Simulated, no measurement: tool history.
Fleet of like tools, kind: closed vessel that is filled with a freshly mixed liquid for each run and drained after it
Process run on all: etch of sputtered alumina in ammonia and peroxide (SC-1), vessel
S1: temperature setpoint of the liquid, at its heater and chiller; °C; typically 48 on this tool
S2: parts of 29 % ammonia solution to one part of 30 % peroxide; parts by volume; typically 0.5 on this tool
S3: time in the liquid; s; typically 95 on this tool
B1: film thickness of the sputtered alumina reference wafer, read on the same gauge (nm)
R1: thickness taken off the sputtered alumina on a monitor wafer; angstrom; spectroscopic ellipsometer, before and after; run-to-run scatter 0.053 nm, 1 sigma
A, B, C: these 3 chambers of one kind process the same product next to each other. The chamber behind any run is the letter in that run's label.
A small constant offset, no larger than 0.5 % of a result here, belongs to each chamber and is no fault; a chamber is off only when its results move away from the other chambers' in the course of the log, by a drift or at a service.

run	hour	S1	S2	S3	B1	R1
1B	4.1	48	0.5	95	109.98	57.420
2C	8.0	48	0.5	95	110.00	57.982
3A	11.0	48	0.5	95	110.00	59.665
4A	14.4	48	0.5	95	110.01	58.737
5B	20.7	48	0.5	95	110.01	57.679
6C	24.4	48	0.5	95	110.00	57.820
# hour 24.6: chamber B: ammonia flow meter replaced
7A	29.6	48	0.5	95	110.00	58.405
8B	36.1	48	0.3	75	110.05	43.660
9C	42.7	48	0.3	75	109.97	42.166
10B	46.1	48	0.3	75	110.03	43.686
11C	51.2	48	0.5	95	110.02	57.755
12A	57.3	48	0.5	95	109.98	58.050
13B	61.5	48	0.5	95	110.00	57.863
14A	65.3	48	0.5	95	110.01	58.585
15C	72.0	48	0.5	95	110.01	57.446
16B	77.9	48	0.5	95	110.01	58.176
17C	84.7	48	0.5	95	110.00	57.183
18A	90.8	48	0.5	80	110.01	47.860
19B	94.7	48	0.5	80	109.96	49.464
20C	98.9	48	0.5	80	110.03	48.598
21A	103.5	48	0.5	95	109.98	56.934
22A	106.9	48	0.5	95	109.95	56.301
23B	110.8	48	0.5	95	110.02	57.472
24C	113.9	48	0.5	95	109.99	57.697
25B	120.1	48	0.5	95	110.01	58.701
26C	123.3	48	0.5	95	109.99	57.143
27A	129.9	48	0.5	95	110.01	54.865
28B	133.3	48	0.5	95	110.00	57.433
29C	138.1	48	0.5	95	110.00	57.762
30A	142.1	48	0.5	95	109.98	54.397
31B	149.0	48	0.5	95	110.01	57.168
32A	155.4	48	0.5	95	109.99	53.075
33C	160.6	48	0.5	95	109.96	57.102

Has any chamber moved away from the others, gradually or after a service, or does the common gauge drift, or do the chambers differ only by their own small steady offsets? State the chamber and the most likely cause if one applies.

One chamber, A, drifts off from the rest bit by bit.
Likeliest cause: liquid colder than its thermometer reads (K) = 1.5.

Below are 4 candidate recipes for chamber A's next run, each the usual settings with a change, their results shown as question marks. Which of them brings A's results back in line with what the other chambers give on the usual settings?
To be in line, a result may differ from the other chambers' mean on the usual settings by at most: R1 1.800 angstrom
34A-1	165.6	48.5	0.5	95		?
34A-2	165.6	48.5	0.5	100		?
34A-3	165.6	46.5	0.5	95		?
34A-4	165.6	48.0	0.4	95		?

The other chambers' mean on the usual settings: R1 57.718 angstrom
run	R1
34A-1	55.288
34A-2	58.198
34A-3	49.316
34A-4	52.638
34A-2 brings the chamber back in line.
